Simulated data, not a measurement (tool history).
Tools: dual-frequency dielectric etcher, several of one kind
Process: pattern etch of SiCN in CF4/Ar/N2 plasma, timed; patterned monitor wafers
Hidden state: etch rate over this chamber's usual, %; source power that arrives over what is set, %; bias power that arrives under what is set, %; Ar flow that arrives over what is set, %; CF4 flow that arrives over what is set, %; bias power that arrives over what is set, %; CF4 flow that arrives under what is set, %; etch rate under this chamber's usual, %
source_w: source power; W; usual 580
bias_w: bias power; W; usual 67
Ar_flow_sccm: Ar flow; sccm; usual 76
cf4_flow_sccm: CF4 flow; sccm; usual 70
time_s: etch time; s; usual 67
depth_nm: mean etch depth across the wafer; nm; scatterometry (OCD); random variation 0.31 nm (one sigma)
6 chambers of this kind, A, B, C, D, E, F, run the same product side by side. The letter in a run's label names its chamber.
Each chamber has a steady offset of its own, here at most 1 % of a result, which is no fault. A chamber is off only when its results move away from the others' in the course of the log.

run   hour  source_w  bias_w  Ar_flow_sccm  cf4_flow_sccm  time_s  hours since the last wet clean  hours since the last source power generator calibration  hours since the last bias power generator calibration  hours since the last Ar flow controller change  hours since the last CF4 flow controller change  read-back reference wafer on the same gauge, depth_nm  depth_nm
 1E    9.9       580      67            76             70      67                           606.6                                                   1977.1                                                  458.6                                          2178.7                                             3079                                                 65.182    73.566
 2A   17.4       580      67            76             70      67                           175.6                                                   2770.4                                                 1255.4                                            2697                                           2423.2                                                  65.22    72.977
 3B   28.5       580      67            76             70      67                           244.9                                                    649.7                                                 3557.9                                          3928.9                                           2495.6                                                 65.223    73.245
 4D   37.6       580      67            76             70      67                            68.9                                                   1559.2                                                   1474                                           572.6                                           1026.8                                                 65.154    74.009
 5F   43.3       580      67            76             70      67                           414.4                                                   1025.3                                                  855.3                                            1153                                            212.4                                                  65.24    72.998
 6C   49.3       580      67            76             70      67                             250                                                   3507.5                                                 1813.5                                          2344.7                                            371.2                                                  65.22    73.289
 7D   60.2       580      67            76             70      67                            91.5                                                   1581.8                                                 1496.6                                           595.2                                           1049.4                                                 65.292    73.743
        65  -- chamber E: wet clean of the chamber
 8F   71.5       580      67            76             70      67                           442.6                                                   1053.5                                                  883.5                                          1181.2                                            240.6                                                 65.143    72.668
 9B   78.8       580      67            76             70      67                           295.2                                                      700                                                 3608.2                                          3979.2                                           2545.9                                                 65.145    72.726
10A   89.7       580      67            76             70      67                           247.9                                                   2842.7                                                 1327.7                                          2769.3                                           2495.5                                                 65.217    72.523
11C   97.1       580      67            76             70      67                           297.8                                                   3555.3                                                 1861.3                                          2392.5                                              419                                                  65.19     73.97
12E  105.2       580      67            76             70      67                            40.3                                                   2072.4                                                  553.9                                            2274                                           3174.3                                                 65.166    72.553
13A  113.2       580      67            76             70      67                           271.4                                                   2866.2                                                 1351.2                                          2792.8                                             2519                                                 65.223    72.745
14E  120.7       580      67            84             70      67                            55.8                                                   2087.9                                                  569.4                                          2289.5                                           3189.8                                                 65.232    72.026
15F  130.8       580      67            84             70      67                           501.9                                                   1112.8                                                  942.8                                          1240.5                                            299.9                                                 65.222    71.973
16C  140.7       580      67            84             70      67                           341.4                                                   3598.9                                                 1904.9                                          2436.1                                            462.6                                                 65.222    72.174
17B  150.2       580      67            84             70      67                           366.6                                                    771.4                                                 3679.6                                          4050.6                                           2617.3                                                  65.23    71.828
18D  157.1       580      67            84             70      67                           188.4                                                   1678.7                                                 1593.5                                           692.1                                           1146.3                                                 65.262    72.911
     159.5  -- chamber E: source power generator calibrated
     163.7  -- chamber F: wet clean of the chamber
19A  167.4       580      67            84             70      67                           325.6                                                   2920.4                                                 1405.4                                            2847                                           2573.2                                                 65.212    72.072
20D  177.2       580      67            76             70      67                           208.5                                                   1698.8                                                 1613.6                                           712.2                                           1166.4                                                 65.248    73.844
21F  187.5       580      67            76             70      67                            23.8                                                   1169.5                                                  999.5                                          1297.2                                            356.6                                                 65.143    72.598
22B  196.7       580      67            76             70      67                           413.1                                                    817.9                                                 3726.1                                          4097.1                                           2663.8                                                 65.224    73.162
       198  -- chamber C: wet clean of the chamber
23C  202.7       580      67            76             70      67                             4.7                                                   3660.9                                                 1966.9                                          2498.1                                            524.6                                                 65.204    76.625
24E  210.6       580      67            76             70      67                           145.7                                                     51.2                                                  659.3                                          2379.4                                           3279.7                                                 65.126    73.625
25D  222.4       580      67            76             70      67                           253.7                                                     1744                                                 1658.8                                           757.4                                           1211.6                                                 65.242    74.099
26F  230.4       580      67            76             70      67                            66.7                                                   1212.4                                                 1042.4                                          1340.1                                            399.5                                                 65.204    72.945
27E  240.5       580      67            76             70      67                           175.6                                                     81.1                                                  689.2                                          2409.3                                           3309.6                                                 65.262    72.594
28B  252.4       580      67            76             70      67                           468.8                                                    873.6                                                 3781.8                                          4152.8                                           2719.5                                                  65.16    72.512
29C  259.3       580      67            76             70      67                            61.3                                                   3717.5                                                 2023.5                                          2554.7                                            581.2                                                 65.197    77.128
30A  267.4       580      67            76             70      67                           425.6                                                   3020.4                                                 1505.4                                            2947                                           2673.2                                                 65.209     73.18
31F  279.1       580      74            76             57      67                           115.4                                                   1261.1                                                 1091.1                                          1388.8                                            448.2                                                 65.172     72.75
32E  286.7       580      74            76             57      67                           221.8                                                    127.3                                                  735.4                                          2455.5                                           3355.8                                                 65.288     72.96
33B    296       580      74            76             57      67                           512.4                                                    917.2                                                 3825.4                                          4196.4                                           2763.1                                                 65.144    72.714
     301.6  -- chamber A: wet clean of the chamber
34D  303.4       580      74            76             57      67                           334.7                                                     1825                                                 1739.8                                           838.4                                           1292.6                                                 65.186    73.842
35C  313.3       580      74            76             57      67                           115.3                                                   3771.5                                                 2077.5                                          2608.7                                            635.2                                                 65.213    77.466
36A  322.2       580      74            76             57      67                            20.6                                                   3075.2                                                 1560.2                                          3001.8                                             2728                                                 65.209    73.261
37C    330       580      67            76             70      67                             132                                                   3788.2                                                 2094.2                                          2625.4                                            651.9                                                 65.177    77.606

All 6 chambers run these settings next. Forecast each chamber's results:
38A  338.7       580      56            76             70      67                                                                                                                                                                                                                                                                                                                 ?
38B  338.7       580      56            76             70      67                                                                                                                                                                                                                                                                                                                 ?
38C  338.7       580      56            76             70      67                                                                                                                                                                                                                                                                                                                 ?
38D  338.7       580      56            76             70      67                                                                                                                                                                                                                                                                                                                 ?
38E  338.7       580      56            76             70      67                                                                                                                                                                                                                                                                                                                 ?
38F  338.7       580      56            76             70      67                                                                                                                                                                                                                                                                                                                 ?

run  depth_nm
38A    68.829
38B    68.619
38C    73.163
38D    69.283
38E    68.197
38F    68.432
